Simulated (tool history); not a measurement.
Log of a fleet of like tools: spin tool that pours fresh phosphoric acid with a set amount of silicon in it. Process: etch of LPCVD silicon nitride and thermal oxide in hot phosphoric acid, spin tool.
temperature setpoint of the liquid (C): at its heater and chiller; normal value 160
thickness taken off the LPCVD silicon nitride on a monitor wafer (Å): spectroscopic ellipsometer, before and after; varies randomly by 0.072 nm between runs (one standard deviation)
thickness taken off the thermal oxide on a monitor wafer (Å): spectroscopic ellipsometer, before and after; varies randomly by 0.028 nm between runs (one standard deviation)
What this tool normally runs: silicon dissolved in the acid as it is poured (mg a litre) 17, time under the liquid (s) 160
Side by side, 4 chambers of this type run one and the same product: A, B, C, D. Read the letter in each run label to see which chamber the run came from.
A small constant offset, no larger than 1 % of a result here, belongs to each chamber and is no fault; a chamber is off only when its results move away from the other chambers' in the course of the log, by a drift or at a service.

run	day	temperature setpoint of the liquid (C)	silicon dissolved in the acid as it is poured (mg a litre)	time under the liquid (s)	hours since the thermometer was replaced	hours since the dissolved silicon flow meter was replaced	hours since the heated supply line was repaired	read-back film thickness of the LPCVD silicon nitride reference wafer, read on the same gauge (nm)	read-back film thickness of the thermal oxide reference wafer, read on the same gauge (nm)	thickness taken off the LPCVD silicon nitride on a monitor wafer (Å)	thickness taken off the thermal oxide on a monitor wafer (Å)
1D	0.229	160	17	160	94.6	1905	1411.3	99.992	60.012	124.86	2.6408
2C	0.692	160	17	160	290.6	1976.7	1068	100.01	59.964	126.19	3.172
3A	0.925	160	17	160	28.8	493.5	392	99.982	59.998	125.7	3.4373
4B	1.188	160	17	160	284.3	600.6	34.8	99.994	59.965	123.97	3.281
5C	1.412	160	17	160	307.9	1994	1085.3	99.977	60.029	125.6	3.4158
6A	1.875	160	17	190	51.6	516.3	414.8	100	60.02	149.13	3.458
7B	2.25	160	17	190	309.8	626.1	60.3	99.976	59.999	148.34	3.7111
# day 2.296: chamber D: dissolved silicon flow meter replaced
8D	2.512	160	17	190	149.4	5.2	1466.1	100.02	59.989	150.93	3.8586
9C	2.775	160	17	190	340.6	2026.7	1118	99.988	60.026	151.98	3.5287
10A	3.012	160	21.5	255	78.9	543.6	442.1	99.982	59.987	197.57	4.364
11B	3.4	160	21.5	255	337.4	653.7	87.9	99.984	59.988	199.66	4.5193
12D	3.792	160	21.5	255	180.1	35.9	1496.8	99.983	59.991	202.66	4.7521
13B	4.038	160	21.5	255	352.7	669	103.2	99.984	59.979	200.01	3.9426
14A	4.258	160	17	160	108.8	573.5	472	100.01	59.981	125.52	3.126
# day 4.529: chamber B: dissolved silicon flow meter replaced
15C	4.708	160	17	160	387	2073.1	1164.4	100.02	59.984	126.47	3.078
16D	5.129	160	17	160	212.2	68	1528.9	99.978	60	126.38	2.6338
17C	5.383	160	17	160	403.2	2089.3	1180.6	99.997	60.006	126.38	2.7702
18B	5.8	160	17	160	395	30.6	145.5	100.01	59.979	125.48	2.968
19D	6.25	160	17	160	239.1	94.9	1555.8	99.971	60.03	126.14	2.8498
20A	6.617	160	17	160	165.4	630.1	528.6	100	59.997	125.73	2.6261
21C	7.038	160	17	160	442.9	2129	1220.3	99.997	60.034	126.23	3.2876
22D	7.479	160	17	160	268.6	124.4	1585.3	100	59.982	125.54	2.7197
# day 7.896: chamber C: dissolved silicon flow meter replaced
23A	7.921	160	17	160	196.7	661.4	559.9	99.993	60.046	125.06	2.767
24B	8.392	160	17	160	457.2	92.8	207.7	100.01	59.99	124.71	2.9764
25C	8.617	160	17	160	480.8	17.4	1258.2	99.995	60	126.37	2.7039
26B	9.029	160	17	160	472.5	108.1	223	100.01	60.021	126.12	2.8262
27D	9.442	160	17	160	315.7	171.5	1632.4	99.995	60.004	126.03	3.0663

The same settings go to every chamber for the next run, one line per chamber below. Forecast the results for each:
28A	9.783	160	10	160						?	?
28B	9.783	160	10	160						?	?
28C	9.783	160	10	160						?	?
28D	9.783	160	10	160						?	?

run	thickness taken off the LPCVD silicon nitride on a monitor wafer (Å)	thickness taken off the thermal oxide on a monitor wafer (Å)
28A	124.91	3.4294
28B	125.97	3.0227
28C	125.81	3.224
28D	127.76	3.7719

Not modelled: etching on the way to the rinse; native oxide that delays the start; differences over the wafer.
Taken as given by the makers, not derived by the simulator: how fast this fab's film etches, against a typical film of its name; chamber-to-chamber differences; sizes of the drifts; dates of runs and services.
